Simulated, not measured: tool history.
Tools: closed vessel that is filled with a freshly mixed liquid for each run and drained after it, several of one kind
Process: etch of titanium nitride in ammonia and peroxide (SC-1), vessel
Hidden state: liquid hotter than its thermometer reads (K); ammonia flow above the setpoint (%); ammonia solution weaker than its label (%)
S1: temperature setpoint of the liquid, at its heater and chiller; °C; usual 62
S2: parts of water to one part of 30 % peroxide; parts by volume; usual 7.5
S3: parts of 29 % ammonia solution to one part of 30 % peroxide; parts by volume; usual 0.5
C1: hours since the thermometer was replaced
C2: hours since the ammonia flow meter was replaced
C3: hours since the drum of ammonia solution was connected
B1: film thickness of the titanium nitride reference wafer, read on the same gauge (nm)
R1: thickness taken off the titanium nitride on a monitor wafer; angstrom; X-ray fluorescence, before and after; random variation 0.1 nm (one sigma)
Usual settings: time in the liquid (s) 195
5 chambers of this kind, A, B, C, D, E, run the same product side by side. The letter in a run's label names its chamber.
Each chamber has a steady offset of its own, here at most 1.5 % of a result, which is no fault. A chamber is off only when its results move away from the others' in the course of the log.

{"run": "1A", "hour": 7.2, "S1": 62, "S2": 7.5, "S3": 0.5, "time in the liquid (s)": 195, "C1": 1035, "C2": 782.5, "C3": 65, "B1": 129.98, "R1": 206.4}
{"run": "2D", "hour": 20.0, "S1": 62, "S2": 7.5, "S3": 0.5, "time in the liquid (s)": 195, "C1": 867, "C2": 186.5, "C3": 367, "B1": 130.02, "R1": 204.06}
{"run": "3E", "hour": 30.8, "S1": 62, "S2": 7.5, "S3": 0.5, "time in the liquid (s)": 195, "C1": 1468.2, "C2": 40.8, "C3": 331.2, "B1": 130.03, "R1": 204.78}
{"run": "4C", "hour": 37.1, "S1": 62, "S2": 7.5, "S3": 0.5, "time in the liquid (s)": 195, "C1": 280.9, "C2": 1033, "C3": 244.4, "B1": 129.96, "R1": 205.59}
{"run": "5B", "hour": 50.4, "S1": 62, "S2": 7.5, "S3": 0.5, "time in the liquid (s)": 195, "C1": 550, "C2": 54.6, "C3": 397.5, "B1": 130, "R1": 209.16}
{"run": "6C", "hour": 62.7, "S1": 62, "S2": 7.5, "S3": 0.5, "time in the liquid (s)": 195, "C1": 306.5, "C2": 1058.6, "C3": 270, "B1": 130, "R1": 205.88}
{"run": "7A", "hour": 76.4, "S1": 62, "S2": 7.5, "S3": 0.5, "time in the liquid (s)": 195, "C1": 1104.2, "C2": 851.7, "C3": 134.2, "B1": 130.01, "R1": 205.33}
{"run": "8D", "hour": 88.2, "S1": 62, "S2": 7.5, "S3": 0.5, "time in the liquid (s)": 195, "C1": 935.2, "C2": 254.7, "C3": 435.2, "B1": 129.98, "R1": 202.84}
{"run": "9E", "hour": 95.7, "S1": 62, "S2": 7.5, "S3": 0.5, "time in the liquid (s)": 195, "C1": 1533.1, "C2": 105.7, "C3": 396.1, "B1": 130.04, "R1": 206.08}
{"run": "10B", "hour": 106.4, "S1": 62, "S2": 7.5, "S3": 0.5, "time in the liquid (s)": 195, "C1": 606, "C2": 110.6, "C3": 453.5, "B1": 130, "R1": 210.56}
{"run": "11C", "hour": 113.2, "S1": 62, "S2": 7.5, "S3": 0.5, "time in the liquid (s)": 195, "C1": 357, "C2": 1109.1, "C3": 320.5, "B1": 129.97, "R1": 206.89}
{"run": "12D", "hour": 122.0, "S1": 62, "S2": 7.5, "S3": 0.5, "time in the liquid (s)": 195, "C1": 969, "C2": 288.5, "C3": 469, "B1": 130, "R1": 206.48}
{"run": "13A", "hour": 135.2, "S1": 62, "S2": 7.5, "S3": 0.7, "time in the liquid (s)": 195, "C1": 1163, "C2": 910.5, "C3": 193, "B1": 130, "R1": 216.52}
{"hour": 142.7, "done": "chamber E: new drum of ammonia solution connected"}
{"run": "14B", "hour": 149.0, "S1": 62, "S2": 7.5, "S3": 0.7, "time in the liquid (s)": 195, "C1": 648.6, "C2": 153.2, "C3": 496.1, "B1": 129.96, "R1": 223.25}
{"run": "15E", "hour": 159.1, "S1": 62, "S2": 7.5, "S3": 0.7, "time in the liquid (s)": 195, "C1": 1596.5, "C2": 169.1, "C3": 16.4, "B1": 130.02, "R1": 217.98}
{"run": "16B", "hour": 165.6, "S1": 62, "S2": 7.5, "S3": 0.7, "time in the liquid (s)": 195, "C1": 665.2, "C2": 169.8, "C3": 512.7, "B1": 129.99, "R1": 223.62}
{"run": "17D", "hour": 172.3, "S1": 62, "S2": 7.5, "S3": 0.7, "time in the liquid (s)": 195, "C1": 1019.3, "C2": 338.8, "C3": 519.3, "B1": 130, "R1": 216.72}
{"run": "18C", "hour": 181.8, "S1": 62, "S2": 7.5, "S3": 0.5, "time in the liquid (s)": 195, "C1": 425.6, "C2": 1177.7, "C3": 389.1, "B1": 129.99, "R1": 206.76}
{"run": "19A", "hour": 194.6, "S1": 69, "S2": 7.5, "S3": 0.5, "time in the liquid (s)": 255, "C1": 1222.4, "C2": 969.9, "C3": 252.4, "B1": 130.03, "R1": 417.38}
{"run": "20E", "hour": 202.1, "S1": 69, "S2": 7.5, "S3": 0.5, "time in the liquid (s)": 255, "C1": 1639.5, "C2": 212.1, "C3": 59.4, "B1": 130.02, "R1": 419.23}
{"run": "21A", "hour": 209.5, "S1": 69, "S2": 7.5, "S3": 0.5, "time in the liquid (s)": 255, "C1": 1237.3, "C2": 984.8, "C3": 267.3, "B1": 130.02, "R1": 417.07}
{"hour": 221.3, "done": "chamber A: new drum of ammonia solution connected"}
{"run": "22C", "hour": 221.8, "S1": 69, "S2": 7.5, "S3": 0.5, "time in the liquid (s)": 255, "C1": 465.6, "C2": 1217.7, "C3": 429.1, "B1": 130.01, "R1": 422.52}
{"run": "23B", "hour": 231.8, "S1": 69, "S2": 7.5, "S3": 0.5, "time in the liquid (s)": 255, "C1": 731.4, "C2": 236, "C3": 578.9, "B1": 130, "R1": 430.42}
{"run": "24E", "hour": 241.9, "S1": 62, "S2": 7.5, "S3": 0.5, "time in the liquid (s)": 195, "C1": 1679.3, "C2": 251.9, "C3": 99.2, "B1": 129.99, "R1": 205.63}
{"run": "25D", "hour": 252.6, "S1": 62, "S2": 7.5, "S3": 0.5, "time in the liquid (s)": 195, "C1": 1099.6, "C2": 419.1, "C3": 599.6, "B1": 130, "R1": 204.14}
{"run": "26C", "hour": 261.4, "S1": 62, "S2": 7.5, "S3": 0.5, "time in the liquid (s)": 195, "C1": 505.2, "C2": 1257.3, "C3": 468.7, "B1": 130, "R1": 209.19}
{"run": "27A", "hour": 268.8, "S1": 62, "S2": 7.5, "S3": 0.5, "time in the liquid (s)": 195, "C1": 1296.6, "C2": 1044.1, "C3": 47.5, "B1": 130.06, "R1": 206.51}
{"run": "28B", "hour": 278.5, "S1": 62, "S2": 7.5, "S3": 0.5, "time in the liquid (s)": 195, "C1": 778.1, "C2": 282.7, "C3": 625.6, "B1": 130.02, "R1": 214.33}
{"run": "29D", "hour": 287.5, "S1": 62, "S2": 7.5, "S3": 0.5, "time in the liquid (s)": 195, "C1": 1134.5, "C2": 454, "C3": 634.5, "B1": 130.02, "R1": 205.36}
{"run": "30E", "hour": 300.0, "S1": 62, "S2": 7.5, "S3": 0.5, "time in the liquid (s)": 195, "C1": 1737.4, "C2": 310, "C3": 157.3, "B1": 129.98, "R1": 206.92}
{"run": "31C", "hour": 307.2, "S1": 62, "S2": 7.5, "S3": 0.5, "time in the liquid (s)": 195, "C1": 551, "C2": 1303.1, "C3": 514.5, "B1": 130.02, "R1": 205.62}
{"run": "32D", "hour": 314.8, "S1": 62, "S2": 7.5, "S3": 0.5, "time in the liquid (s)": 195, "C1": 1161.8, "C2": 481.3, "C3": 661.8, "B1": 129.95, "R1": 204.17}
{"run": "33A", "hour": 321.6, "S1": 62, "S2": 7.5, "S3": 0.5, "time in the liquid (s)": 195, "C1": 1349.4, "C2": 1096.9, "C3": 100.3, "B1": 129.99, "R1": 205.18}
{"run": "34E", "hour": 327.9, "S1": 62, "S2": 7.5, "S3": 0.5, "time in the liquid (s)": 195, "C1": 1765.3, "C2": 337.9, "C3": 185.2, "B1": 129.96, "R1": 205.99}
{"run": "35B", "hour": 335.4, "S1": 62, "S2": 7.5, "S3": 0.5, "time in the liquid (s)": 195, "C1": 835, "C2": 339.6, "C3": 682.5, "B1": 129.97, "R1": 214.15}
{"run": "36B", "hour": 349.1, "S1": 62, "S2": 7.5, "S3": 0.7, "time in the liquid (s)": 195, "C1": 848.7, "C2": 353.3, "C3": 696.2, "B1": 130.01, "R1": 228.89}
{"run": "37A", "hour": 355.8, "S1": 62, "S2": 7.5, "S3": 0.7, "time in the liquid (s)": 195, "C1": 1383.6, "C2": 1131.1, "C3": 134.5, "B1": 129.99, "R1": 218.76}
{"run": "38E", "hour": 369.4, "S1": 62, "S2": 7.5, "S3": 0.7, "time in the liquid (s)": 195, "C1": 1806.8, "C2": 379.4, "C3": 226.7, "B1": 130.01, "R1": 217.97}
{"run": "39C", "hour": 378.4, "S1": 62, "S2": 7.5, "S3": 0.7, "time in the liquid (s)": 195, "C1": 622.2, "C2": 1374.3, "C3": 585.7, "B1": 129.97, "R1": 218.7}
{"run": "40D", "hour": 386.6, "S1": 62, "S2": 7.5, "S3": 0.7, "time in the liquid (s)": 195, "C1": 1233.6, "C2": 553.1, "C3": 733.6, "B1": 129.99, "R1": 216.73}
{"run": "41D", "hour": 395.4, "S1": 62, "S2": 7.5, "S3": 0.5, "time in the liquid (s)": 195, "C1": 1242.4, "C2": 561.9, "C3": 742.4, "B1": 129.97, "R1": 205.11}

Next, every chamber runs the same settings. What will each give?
{"run": "42A", "hour": 405.7, "S1": 62, "S2": 7.5, "S3": 0.5, "time in the liquid (s)": 195, "R1": "?"}
{"run": "42B", "hour": 405.7, "S1": 62, "S2": 7.5, "S3": 0.5, "time in the liquid (s)": 195, "R1": "?"}
{"run": "42C", "hour": 405.7, "S1": 62, "S2": 7.5, "S3": 0.5, "time in the liquid (s)": 195, "R1": "?"}
{"run": "42D", "hour": 405.7, "S1": 62, "S2": 7.5, "S3": 0.5, "time in the liquid (s)": 195, "R1": "?"}
{"run": "42E", "hour": 405.7, "S1": 62, "S2": 7.5, "S3": 0.5, "time in the liquid (s)": 195, "R1": "?"}

run=42A R1=204.94
run=42B R1=217.48
run=42C R1=206.96
run=42D R1=205.02
run=42E R1=206.81
